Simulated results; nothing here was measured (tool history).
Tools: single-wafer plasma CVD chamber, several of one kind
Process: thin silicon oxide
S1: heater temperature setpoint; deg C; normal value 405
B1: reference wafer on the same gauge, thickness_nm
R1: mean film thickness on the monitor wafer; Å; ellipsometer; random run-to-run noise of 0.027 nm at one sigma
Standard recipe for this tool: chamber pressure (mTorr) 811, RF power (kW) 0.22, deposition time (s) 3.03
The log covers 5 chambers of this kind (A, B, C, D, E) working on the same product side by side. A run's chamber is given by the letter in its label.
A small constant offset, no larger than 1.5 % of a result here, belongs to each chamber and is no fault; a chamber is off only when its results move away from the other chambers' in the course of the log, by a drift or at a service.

run 1C hour=6.6 | S1=405 chamber_pressure_(mTorr)=811 RF_power_(kW)=0.22 deposition_time_(s)=3.03 | B1=5.6214 | R1=49.405
run 2B hour=13.5 | S1=405 chamber_pressure_(mTorr)=811 RF_power_(kW)=0.22 deposition_time_(s)=3.03 | B1=5.6198 | R1=49.278
run 3A hour=20.5 | S1=405 chamber_pressure_(mTorr)=811 RF_power_(kW)=0.22 deposition_time_(s)=3.03 | B1=5.6212 | R1=48.441
run 4D hour=29.5 | S1=405 chamber_pressure_(mTorr)=811 RF_power_(kW)=0.22 deposition_time_(s)=3.03 | B1=5.6233 | R1=49.009
run 5E hour=37.9 | S1=405 chamber_pressure_(mTorr)=811 RF_power_(kW)=0.22 deposition_time_(s)=3.03 | B1=5.6192 | R1=48.711
run 6D hour=46.3 | S1=405 chamber_pressure_(mTorr)=811 RF_power_(kW)=0.22 deposition_time_(s)=2.64 | B1=5.6078 | R1=42.691
run 7A hour=53.9 | S1=405 chamber_pressure_(mTorr)=811 RF_power_(kW)=0.22 deposition_time_(s)=2.64 | B1=5.6116 | R1=42.562
run 8C hour=64.1 | S1=405 chamber_pressure_(mTorr)=811 RF_power_(kW)=0.22 deposition_time_(s)=2.64 | B1=5.6212 | R1=43.127
run 9B hour=73.3 | S1=405 chamber_pressure_(mTorr)=811 RF_power_(kW)=0.22 deposition_time_(s)=2.64 | B1=5.6149 | R1=42.696
run 10E hour=81.1 | S1=405 chamber_pressure_(mTorr)=811 RF_power_(kW)=0.22 deposition_time_(s)=2.64 | B1=5.6216 | R1=42.413
run 11D hour=89.1 | S1=405 chamber_pressure_(mTorr)=811 RF_power_(kW)=0.22 deposition_time_(s)=3.03 | B1=5.6176 | R1=49.589
run 12B hour=96 | S1=405 chamber_pressure_(mTorr)=811 RF_power_(kW)=0.22 deposition_time_(s)=3.03 | B1=5.6299 | R1=49.246
run 13C hour=102.7 | S1=405 chamber_pressure_(mTorr)=811 RF_power_(kW)=0.22 deposition_time_(s)=3.03 | B1=5.6259 | R1=49.976
run 14A hour=110.4 | S1=405 chamber_pressure_(mTorr)=811 RF_power_(kW)=0.22 deposition_time_(s)=3.03 | B1=5.62 | R1=49.03
-- hour=114.3 chamber A: thermocouple changed; heater temperature recalibrated
run 15E hour=116.1 | S1=405 chamber_pressure_(mTorr)=811 RF_power_(kW)=0.22 deposition_time_(s)=3.03 | B1=5.6184 | R1=49.103
run 16E hour=121.4 | S1=405 chamber_pressure_(mTorr)=811 RF_power_(kW)=0.22 deposition_time_(s)=3.03 | B1=5.6169 | R1=48.617
run 17C hour=131.3 | S1=405 chamber_pressure_(mTorr)=811 RF_power_(kW)=0.22 deposition_time_(s)=3.03 | B1=5.6176 | R1=49.849
run 18D hour=138.8 | S1=405 chamber_pressure_(mTorr)=811 RF_power_(kW)=0.22 deposition_time_(s)=3.03 | B1=5.6196 | R1=48.975
-- hour=139.8 chamber D: capacitance manometer re-zeroed and calibrated
run 19A hour=147.1 | S1=405 chamber_pressure_(mTorr)=811 RF_power_(kW)=0.22 deposition_time_(s)=3.03 | B1=5.6165 | R1=49.377
run 20B hour=156.9 | S1=394 chamber_pressure_(mTorr)=811 RF_power_(kW)=0.22 deposition_time_(s)=3.03 | B1=5.6205 | R1=49.941
run 21A hour=162.1 | S1=394 chamber_pressure_(mTorr)=811 RF_power_(kW)=0.22 deposition_time_(s)=3.03 | B1=5.6232 | R1=49.482
run 22E hour=168.9 | S1=394 chamber_pressure_(mTorr)=811 RF_power_(kW)=0.22 deposition_time_(s)=3.03 | B1=5.6127 | R1=49.023
run 23D hour=179.2 | S1=394 chamber_pressure_(mTorr)=811 RF_power_(kW)=0.22 deposition_time_(s)=3.03 | B1=5.6165 | R1=46.121
run 24B hour=188.7 | S1=394 chamber_pressure_(mTorr)=811 RF_power_(kW)=0.22 deposition_time_(s)=3.03 | B1=5.6203 | R1=50
run 25C hour=195.9 | S1=405 chamber_pressure_(mTorr)=811 RF_power_(kW)=0.22 deposition_time_(s)=3.03 | B1=5.6184 | R1=49.975
run 26D hour=202 | S1=405 chamber_pressure_(mTorr)=995 RF_power_(kW)=0.18 deposition_time_(s)=3.03 | B1=5.6136 | R1=49.307
run 27C hour=208.9 | S1=405 chamber_pressure_(mTorr)=995 RF_power_(kW)=0.18 deposition_time_(s)=3.03 | B1=5.6145 | R1=53.692
run 28A hour=218.1 | S1=405 chamber_pressure_(mTorr)=995 RF_power_(kW)=0.18 deposition_time_(s)=3.03 | B1=5.6229 | R1=53.371
run 29B hour=226.3 | S1=405 chamber_pressure_(mTorr)=995 RF_power_(kW)=0.18 deposition_time_(s)=3.03 | B1=5.6199 | R1=53.793
run 30E hour=235.2 | S1=405 chamber_pressure_(mTorr)=995 RF_power_(kW)=0.18 deposition_time_(s)=3.03 | B1=5.6229 | R1=52.143

Next, every chamber runs the same settings. What will each give?
run 31A hour=242.6 | S1=405 chamber_pressure_(mTorr)=811 RF_power_(kW)=0.22 deposition_time_(s)=3.03 | R1=?
run 31B hour=242.6 | S1=405 chamber_pressure_(mTorr)=811 RF_power_(kW)=0.22 deposition_time_(s)=3.03 | R1=?
run 31C hour=242.6 | S1=405 chamber_pressure_(mTorr)=811 RF_power_(kW)=0.22 deposition_time_(s)=3.03 | R1=?
run 31D hour=242.6 | S1=405 chamber_pressure_(mTorr)=811 RF_power_(kW)=0.22 deposition_time_(s)=3.03 | R1=?
run 31E hour=242.6 | S1=405 chamber_pressure_(mTorr)=811 RF_power_(kW)=0.22 deposition_time_(s)=3.03 | R1=?

run=31A R1=49.165
run=31B R1=49.282
run=31C R1=49.822
run=31D R1=45.903
run=31E R1=48.011
